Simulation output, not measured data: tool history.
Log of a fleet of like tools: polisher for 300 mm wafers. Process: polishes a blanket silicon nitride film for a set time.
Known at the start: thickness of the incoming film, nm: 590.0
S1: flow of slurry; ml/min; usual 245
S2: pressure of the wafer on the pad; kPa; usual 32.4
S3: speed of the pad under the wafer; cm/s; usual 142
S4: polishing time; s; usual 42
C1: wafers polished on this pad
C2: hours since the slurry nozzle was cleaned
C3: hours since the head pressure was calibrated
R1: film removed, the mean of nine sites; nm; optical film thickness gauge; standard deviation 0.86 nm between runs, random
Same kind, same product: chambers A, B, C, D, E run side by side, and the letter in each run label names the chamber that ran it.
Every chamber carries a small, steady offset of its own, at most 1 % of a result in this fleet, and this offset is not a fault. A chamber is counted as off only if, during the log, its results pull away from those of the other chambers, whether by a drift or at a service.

run	hour	S1	S2	S3	S4	C1	C2	C3	R1
1C	4.3	245	32.4	142	42	761	497.9	575.7	105.390
2B	9.7	245	32.4	142	42	253	469.3	274.2	107.140
3E	14.9	245	32.4	142	42	766	175.1	169.1	107.380
# hour 16.1: chamber C: head pressure recalibrated
4A	18.7	245	32.4	142	42	531	325.7	430.1	107.360
5D	23.8	245	32.4	142	42	484	105.8	653.0	106.380
6A	30.5	245	32.4	142	42	696	337.5	441.9	107.780
# hour 34.3: chamber C: slurry nozzle cleaned
7C	34.6	245	32.4	142	42	1184	0.4	18.6	106.130
# hour 39.8: chamber A: worn pad replaced by a new one
8D	41.8	245	32.4	142	42	734	123.8	671.0	105.640
# hour 44.6: chamber C: worn pad replaced by a new one
9E	47.1	245	32.4	142	42	1215	207.3	201.3	106.310
10B	52.5	245	32.4	142	42	849	512.1	317.0	107.110
11D	56.2	245	32.4	142	42	935	138.2	685.4	106.300
12C	59.6	245	32.4	142	42	209	25.4	43.6	106.890
# hour 60.0: chamber D: worn pad replaced by a new one
13B	66.5	245	24.1	142	42	1044	526.1	331.0	80.408
14E	73.0	245	24.1	142	42	1576	233.2	227.2	79.154
# hour 77.8: chamber E: worn pad replaced by a new one
15A	78.3	245	24.1	142	42	536	385.3	489.7	79.475
16E	82.1	245	24.1	142	42	60	242.3	236.3	79.566
17D	87.6	245	24.1	142	42	385	169.6	716.8	79.241
18C	94.6	245	32.4	142	42	696	60.4	78.6	106.420
19A	101.4	245	32.4	142	42	858	408.4	512.8	106.330
20B	105.3	245	32.4	142	42	1585	564.9	369.8	106.920
# hour 107.2: chamber A: worn pad replaced by a new one
21E	111.6	245	32.4	142	42	471	271.8	265.8	107.120
22C	118.6	245	32.4	142	42	1031	84.4	102.6	104.700
23B	125.4	245	32.4	142	42	1865	585.0	389.9	105.020
24A	128.5	245	37.2	188	42	297	435.5	539.9	154.150
25D	131.9	245	37.2	188	42	1002	213.9	761.1	151.490
# hour 132.7: chamber D: worn pad replaced by a new one
26B	135.3	245	37.2	188	42	2003	594.9	399.8	149.400
# hour 138.3: chamber C: worn pad replaced by a new one
27C	140.6	245	37.2	188	42	32	106.4	124.6	154.190
28A	145.0	245	37.2	188	42	526	452.0	556.4	157.120
29D	148.2	245	32.4	142	42	216	230.2	777.4	107.480
30E	152.1	245	32.4	142	42	1035	312.3	306.3	107.390
31B	157.5	245	32.4	142	42	2312	617.1	422.0	102.310
32A	160.7	245	32.4	142	42	745	467.7	572.1	106.910
33E	167.6	245	32.4	142	42	1251	327.8	321.8	106.160
# hour 172.2: chamber A: worn pad replaced by a new one
34C	173.6	245	32.4	142	42	492	139.4	157.6	106.720
# hour 175.3: chamber E: worn pad replaced by a new one
35D	177.7	245	32.4	142	42	627	259.7	806.9	105.410
36D	181.9	245	32.4	142	29	686	263.9	811.1	74.720
37C	188.4	245	32.4	142	29	698	154.2	172.4	73.687
38A	192.9	245	32.4	142	29	289	499.9	604.3	73.745
39B	200.2	245	32.4	142	29	2907	659.8	464.7	69.548
40E	204.6	245	32.4	142	29	408	364.8	358.8	73.892

Predict what each chamber gives when all 5 of them run the settings below next.
41A	209.9	245	32.4	142	34				?
41B	209.9	245	32.4	142	34				?
41C	209.9	245	32.4	142	34				?
41D	209.9	245	32.4	142	34				?
41E	209.9	245	32.4	142	34				?

run	R1
41A	86.038
41B	79.007
41C	85.597
41D	85.434
41E	86.006
